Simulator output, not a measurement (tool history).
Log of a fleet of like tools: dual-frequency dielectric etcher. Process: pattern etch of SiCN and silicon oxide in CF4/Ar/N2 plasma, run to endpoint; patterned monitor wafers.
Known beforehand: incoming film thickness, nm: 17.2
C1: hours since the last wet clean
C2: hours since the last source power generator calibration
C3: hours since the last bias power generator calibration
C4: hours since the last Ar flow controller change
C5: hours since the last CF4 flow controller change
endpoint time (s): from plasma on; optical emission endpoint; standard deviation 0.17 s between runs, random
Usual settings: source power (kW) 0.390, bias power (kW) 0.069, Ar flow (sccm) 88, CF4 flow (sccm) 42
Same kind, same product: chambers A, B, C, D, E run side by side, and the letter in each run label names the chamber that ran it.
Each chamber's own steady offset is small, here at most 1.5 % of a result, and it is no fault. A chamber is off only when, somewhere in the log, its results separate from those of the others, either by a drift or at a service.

run 1E hour=12.4 | source_power_(kW)=0.390 bias_power_(kW)=0.069 Ar_flow_(sccm)=88 CF4_flow_(sccm)=42 | C1=86.8 C2=3323.5 C3=1497.2 C4=140.7 C5=1927.1 | endpoint_time_(s)=24.478
run 2A hour=23.8 | source_power_(kW)=0.390 bias_power_(kW)=0.069 Ar_flow_(sccm)=88 CF4_flow_(sccm)=42 | C1=220.2 C2=1903.9 C3=1581.4 C4=5777.8 C5=2103.8 | endpoint_time_(s)=24.415
run 3C hour=33.6 | source_power_(kW)=0.390 bias_power_(kW)=0.069 Ar_flow_(sccm)=88 CF4_flow_(sccm)=42 | C1=393.8 C2=2409.7 C3=1544.7 C4=195.7 C5=3434.8 | endpoint_time_(s)=24.369
run 4D hour=44.6 | source_power_(kW)=0.390 bias_power_(kW)=0.069 Ar_flow_(sccm)=88 CF4_flow_(sccm)=42 | C1=200.1 C2=3152.8 C3=1976.3 C4=792.1 C5=4062.7 | endpoint_time_(s)=24.421
run 5B hour=54.8 | source_power_(kW)=0.390 bias_power_(kW)=0.069 Ar_flow_(sccm)=88 CF4_flow_(sccm)=42 | C1=144.7 C2=1074.0 C3=150.2 C4=665.1 C5=2681.2 | endpoint_time_(s)=24.176
run 6E hour=68.1 | source_power_(kW)=0.390 bias_power_(kW)=0.069 Ar_flow_(sccm)=88 CF4_flow_(sccm)=42 | C1=142.5 C2=3379.2 C3=1552.9 C4=196.4 C5=1982.8 | endpoint_time_(s)=24.586
run 7A hour=76.4 | source_power_(kW)=0.390 bias_power_(kW)=0.069 Ar_flow_(sccm)=88 CF4_flow_(sccm)=42 | C1=272.8 C2=1956.5 C3=1634.0 C4=5830.4 C5=2156.4 | endpoint_time_(s)=24.452
run 8B hour=86.2 | source_power_(kW)=0.390 bias_power_(kW)=0.069 Ar_flow_(sccm)=88 CF4_flow_(sccm)=42 | C1=176.1 C2=1105.4 C3=181.6 C4=696.5 C5=2712.6 | endpoint_time_(s)=24.345
run 9C hour=95.6 | source_power_(kW)=0.390 bias_power_(kW)=0.069 Ar_flow_(sccm)=88 CF4_flow_(sccm)=42 | C1=455.8 C2=2471.7 C3=1606.7 C4=257.7 C5=3496.8 | endpoint_time_(s)=24.543
run 10D hour=111.9 | source_power_(kW)=0.390 bias_power_(kW)=0.069 Ar_flow_(sccm)=88 CF4_flow_(sccm)=42 | C1=267.4 C2=3220.1 C3=2043.6 C4=859.4 C5=4130.0 | endpoint_time_(s)=24.040
run 11C hour=121.4 | source_power_(kW)=0.390 bias_power_(kW)=0.069 Ar_flow_(sccm)=88 CF4_flow_(sccm)=42 | C1=481.6 C2=2497.5 C3=1632.5 C4=283.5 C5=3522.6 | endpoint_time_(s)=24.259
run 12E hour=135.0 | source_power_(kW)=0.390 bias_power_(kW)=0.069 Ar_flow_(sccm)=88 CF4_flow_(sccm)=42 | C1=209.4 C2=3446.1 C3=1619.8 C4=263.3 C5=2049.7 | endpoint_time_(s)=24.753
run 13B hour=143.7 | source_power_(kW)=0.390 bias_power_(kW)=0.069 Ar_flow_(sccm)=88 CF4_flow_(sccm)=42 | C1=233.6 C2=1162.9 C3=239.1 C4=754.0 C5=2770.1 | endpoint_time_(s)=23.950
run 14A hour=153.6 | source_power_(kW)=0.390 bias_power_(kW)=0.069 Ar_flow_(sccm)=97 CF4_flow_(sccm)=42 | C1=350.0 C2=2033.7 C3=1711.2 C4=5907.6 C5=2233.6 | endpoint_time_(s)=25.329
run 15D hour=165.5 | source_power_(kW)=0.390 bias_power_(kW)=0.069 Ar_flow_(sccm)=97 CF4_flow_(sccm)=42 | C1=321.0 C2=3273.7 C3=2097.2 C4=913.0 C5=4183.6 | endpoint_time_(s)=24.897
-- hour=170.3 chamber C: wet clean of the chamber
run 16D hour=172.9 | source_power_(kW)=0.390 bias_power_(kW)=0.069 Ar_flow_(sccm)=97 CF4_flow_(sccm)=42 | C1=328.4 C2=3281.1 C3=2104.6 C4=920.4 C5=4191.0 | endpoint_time_(s)=24.844
run 17B hour=185.7 | source_power_(kW)=0.390 bias_power_(kW)=0.069 Ar_flow_(sccm)=97 CF4_flow_(sccm)=42 | C1=275.6 C2=1204.9 C3=281.1 C4=796.0 C5=2812.1 | endpoint_time_(s)=24.548
run 18E hour=202.0 | source_power_(kW)=0.390 bias_power_(kW)=0.069 Ar_flow_(sccm)=97 CF4_flow_(sccm)=42 | C1=276.4 C2=3513.1 C3=1686.8 C4=330.3 C5=2116.7 | endpoint_time_(s)=24.844
run 19C hour=211.6 | source_power_(kW)=0.390 bias_power_(kW)=0.069 Ar_flow_(sccm)=88 CF4_flow_(sccm)=42 | C1=41.4 C2=2587.7 C3=1722.7 C4=373.7 C5=3612.8 | endpoint_time_(s)=24.453
run 20A hour=225.5 | source_power_(kW)=0.390 bias_power_(kW)=0.069 Ar_flow_(sccm)=88 CF4_flow_(sccm)=42 | C1=421.9 C2=2105.6 C3=1783.1 C4=5979.5 C5=2305.5 | endpoint_time_(s)=24.245
run 21E hour=232.8 | source_power_(kW)=0.390 bias_power_(kW)=0.069 Ar_flow_(sccm)=88 CF4_flow_(sccm)=42 | C1=307.2 C2=3543.9 C3=1717.6 C4=361.1 C5=2147.5 | endpoint_time_(s)=24.560
run 22B hour=245.5 | source_power_(kW)=0.390 bias_power_(kW)=0.069 Ar_flow_(sccm)=88 CF4_flow_(sccm)=42 | C1=335.4 C2=1264.7 C3=340.9 C4=855.8 C5=2871.9 | endpoint_time_(s)=24.368
run 23D hour=254.7 | source_power_(kW)=0.390 bias_power_(kW)=0.069 Ar_flow_(sccm)=88 CF4_flow_(sccm)=42 | C1=410.2 C2=3362.9 C3=2186.4 C4=1002.2 C5=4272.8 | endpoint_time_(s)=24.460
-- hour=260.3 chamber D: wet clean of the chamber
run 24A hour=268.5 | source_power_(kW)=0.390 bias_power_(kW)=0.069 Ar_flow_(sccm)=88 CF4_flow_(sccm)=42 | C1=464.9 C2=2148.6 C3=1826.1 C4=6022.5 C5=2348.5 | endpoint_time_(s)=24.668
run 25C hour=280.0 | source_power_(kW)=0.390 bias_power_(kW)=0.069 Ar_flow_(sccm)=88 CF4_flow_(sccm)=42 | C1=109.8 C2=2656.1 C3=1791.1 C4=442.1 C5=3681.2 | endpoint_time_(s)=24.451
run 26C hour=288.2 | source_power_(kW)=0.390 bias_power_(kW)=0.054 Ar_flow_(sccm)=97 CF4_flow_(sccm)=42 | C1=118.0 C2=2664.3 C3=1799.3 C4=450.3 C5=3689.4 | endpoint_time_(s)=26.977
-- hour=293.2 chamber A: wet clean of the chamber
-- hour=299.8 chamber A: Ar flow controller replaced
run 27D hour=303.9 | source_power_(kW)=0.390 bias_power_(kW)=0.054 Ar_flow_(sccm)=97 CF4_flow_(sccm)=42 | C1=43.7 C2=3412.1 C3=2235.6 C4=1051.4 C5=4322.0 | endpoint_time_(s)=28.083
run 28A hour=318.3 | source_power_(kW)=0.390 bias_power_(kW)=0.054 Ar_flow_(sccm)=97 CF4_flow_(sccm)=42 | C1=25.2 C2=2198.4 C3=1875.9 C4=18.5 C5=2398.3 | endpoint_time_(s)=27.386
run 29E hour=328.2 | source_power_(kW)=0.390 bias_power_(kW)=0.054 Ar_flow_(sccm)=97 CF4_flow_(sccm)=42 | C1=402.6 C2=3639.3 C3=1813.0 C4=456.5 C5=2242.9 | endpoint_time_(s)=27.295
run 30B hour=340.9 | source_power_(kW)=0.390 bias_power_(kW)=0.054 Ar_flow_(sccm)=97 CF4_flow_(sccm)=42 | C1=430.8 C2=1360.1 C3=436.3 C4=951.2 C5=2967.3 | endpoint_time_(s)=26.811
run 31A hour=355.1 | source_power_(kW)=0.390 bias_power_(kW)=0.069 Ar_flow_(sccm)=88 CF4_flow_(sccm)=42 | C1=62.0 C2=2235.2 C3=1912.7 C4=55.3 C5=2435.1 | endpoint_time_(s)=24.347
run 32E hour=364.6 | source_power_(kW)=0.390 bias_power_(kW)=0.069 Ar_flow_(sccm)=88 CF4_flow_(sccm)=42 | C1=439.0 C2=3675.7 C3=1849.4 C4=492.9 C5=2279.3 | endpoint_time_(s)=24.676
run 33B hour=376.8 | source_power_(kW)=0.390 bias_power_(kW)=0.069 Ar_flow_(sccm)=88 CF4_flow_(sccm)=42 | C1=466.7 C2=1396.0 C3=472.2 C4=987.1 C5=3003.2 | endpoint_time_(s)=24.570
run 34D hour=384.9 | source_power_(kW)=0.320 bias_power_(kW)=0.069 Ar_flow_(sccm)=88 CF4_flow_(sccm)=39 | C1=124.7 C2=3493.1 C3=2316.6 C4=1132.4 C5=4403.0 | endpoint_time_(s)=30.772
run 35C hour=395.2 | source_power_(kW)=0.320 bias_power_(kW)=0.069 Ar_flow_(sccm)=88 CF4_flow_(sccm)=39 | C1=225.0 C2=2771.3 C3=1906.3 C4=557.3 C5=3796.4 | endpoint_time_(s)=29.011
run 36C hour=408.8 | source_power_(kW)=0.320 bias_power_(kW)=0.069 Ar_flow_(sccm)=88 CF4_flow_(sccm)=39 | C1=238.6 C2=2784.9 C3=1919.9 C4=570.9 C5=3810.0 | endpoint_time_(s)=29.203
run 37E hour=417.5 | source_power_(kW)=0.320 bias_power_(kW)=0.069 Ar_flow_(sccm)=88 CF4_flow_(sccm)=39 | C1=491.9 C2=3728.6 C3=1902.3 C4=545.8 C5=2332.2 | endpoint_time_(s)=29.641
run 38A hour=431.0 | source_power_(kW)=0.320 bias_power_(kW)=0.069 Ar_flow_(sccm)=88 CF4_flow_(sccm)=39 | C1=137.9 C2=2311.1 C3=1988.6 C4=131.2 C5=2511.0 | endpoint_time_(s)=29.192
run 39B hour=447.2 | source_power_(kW)=0.390 bias_power_(kW)=0.069 Ar_flow_(sccm)=88 CF4_flow_(sccm)=42 | C1=537.1 C2=1466.4 C3=542.6 C4=1057.5 C5=3073.6 | endpoint_time_(s)=24.534
-- hour=452.9 chamber D: source power generator calibrated
run 40D hour=458.4 | source_power_(kW)=0.390 bias_power_(kW)=0.069 Ar_flow_(sccm)=88 CF4_flow_(sccm)=42 | C1=198.2 C2=5.5 C3=2390.1 C4=1205.9 C5=4476.5 | endpoint_time_(s)=25.603
run 41C hour=469.3 | source_power_(kW)=0.390 bias_power_(kW)=0.069 Ar_flow_(sccm)=88 CF4_flow_(sccm)=42 | C1=299.1 C2=2845.4 C3=1980.4 C4=631.4 C5=3870.5 | endpoint_time_(s)=24.291

All chambers now run identical settings, listed one chamber a line with results as question marks. What results will each chamber show?
run 42A hour=481.1 | source_power_(kW)=0.390 bias_power_(kW)=0.069 Ar_flow_(sccm)=88 CF4_flow_(sccm)=42 | endpoint_time_(s)=?
run 42B hour=481.1 | source_power_(kW)=0.390 bias_power_(kW)=0.069 Ar_flow_(sccm)=88 CF4_flow_(sccm)=42 | endpoint_time_(s)=?
run 42C hour=481.1 | source_power_(kW)=0.390 bias_power_(kW)=0.069 Ar_flow_(sccm)=88 CF4_flow_(sccm)=42 | endpoint_time_(s)=?
run 42D hour=481.1 | source_power_(kW)=0.390 bias_power_(kW)=0.069 Ar_flow_(sccm)=88 CF4_flow_(sccm)=42 | endpoint_time_(s)=?
run 42E hour=481.1 | source_power_(kW)=0.390 bias_power_(kW)=0.069 Ar_flow_(sccm)=88 CF4_flow_(sccm)=42 | endpoint_time_(s)=?

run=42A endpoint_time_(s)=24.370
run=42B endpoint_time_(s)=24.302
run=42C endpoint_time_(s)=24.409
run=42D endpoint_time_(s)=25.464
run=42E endpoint_time_(s)=24.534
